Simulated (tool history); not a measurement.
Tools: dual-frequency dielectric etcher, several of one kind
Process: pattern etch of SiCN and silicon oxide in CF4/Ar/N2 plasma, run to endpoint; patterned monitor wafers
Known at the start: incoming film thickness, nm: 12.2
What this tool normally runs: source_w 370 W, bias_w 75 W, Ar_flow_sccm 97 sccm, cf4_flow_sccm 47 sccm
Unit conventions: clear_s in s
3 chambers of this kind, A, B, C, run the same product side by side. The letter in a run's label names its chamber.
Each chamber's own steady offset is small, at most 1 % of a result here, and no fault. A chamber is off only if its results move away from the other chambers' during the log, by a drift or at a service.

run,hour,source_w,bias_w,Ar_flow_sccm,cf4_flow_sccm,hours since the last wet clean,hours since the last source power generator calibration,hours since the last bias power generator calibration,hours since the last Ar flow controller change,hours since the last CF4 flow controller change,clear_s
# hour 1.3: chamber A: bias power generator calibrated
1B,10.6,370,75,97,47,102.6,2991.5,2161.3,1673,3002.3,17.553
2A,18.5,370,75,97,47,654.4,1030.8,17.2,2993.2,3309.7,17.483
# hour 26.2: chamber A: wet clean of the chamber
3C,27,370,75,97,47,172.2,368.5,841.4,2463,1632.3,17.583
4A,34.6,370,75,97,47,8.4,1046.9,33.3,3009.3,3325.8,17.487
5C,45.5,370,75,97,47,190.7,387,859.9,2481.5,1650.8,17.544
6B,55.8,370,75,97,47,147.8,3036.7,2206.5,1718.2,3047.5,17.516
7B,62.3,370,75,97,47,154.3,3043.2,2213,1724.7,3054,17.436
8A,74.7,370,75,97,47,48.5,1087,73.4,3049.4,3365.9,17.568
9C,81.6,370,75,88,47,226.8,423.1,896,2517.6,1686.9,17.458
10B,88.2,370,75,88,47,180.2,3069.1,2238.9,1750.6,3079.9,17.083
11C,98.2,370,75,88,47,243.4,439.7,912.6,2534.2,1703.5,17.514
12A,107.5,370,75,97,47,81.3,1119.8,106.2,3082.2,3398.7,17.64
13A,117.9,370,75,97,47,91.7,1130.2,116.6,3092.6,3409.1,17.638
14C,131.5,370,63,97,47,276.7,473,945.9,2567.5,1736.8,19.015
15B,140.7,370,63,97,47,232.7,3121.6,2291.4,1803.1,3132.4,18.566
16B,149.7,370,63,97,47,241.7,3130.6,2300.4,1812.1,3141.4,18.532
17A,156.8,370,75,97,47,130.6,1169.1,155.5,3131.5,3448,17.585
18C,168.7,370,75,97,47,313.9,510.2,983.1,2604.7,1774,18.147
19A,179.9,370,75,97,47,153.7,1192.2,178.6,3154.6,3471.1,17.449
20C,190.7,370,75,97,47,335.9,532.2,1005.1,2626.7,1796,17.975
21B,201,370,75,97,47,293,3181.9,2351.7,1863.4,3192.7,17.353
22C,210.6,370,75,97,47,355.8,552.1,1025,2646.6,1815.9,18.122
23A,220.8,410,75,77,47,194.6,1233.1,219.5,3195.5,3512,15.363

All 3 chambers run these settings next. Forecast each chamber's results:
24A,231.1,370,75,115,47,,,,,,?
24B,231.1,370,75,115,47,,,,,,?
24C,231.1,370,75,115,47,,,,,,?

run,clear_s
24A,17.949
24B,17.937
24C,18.656
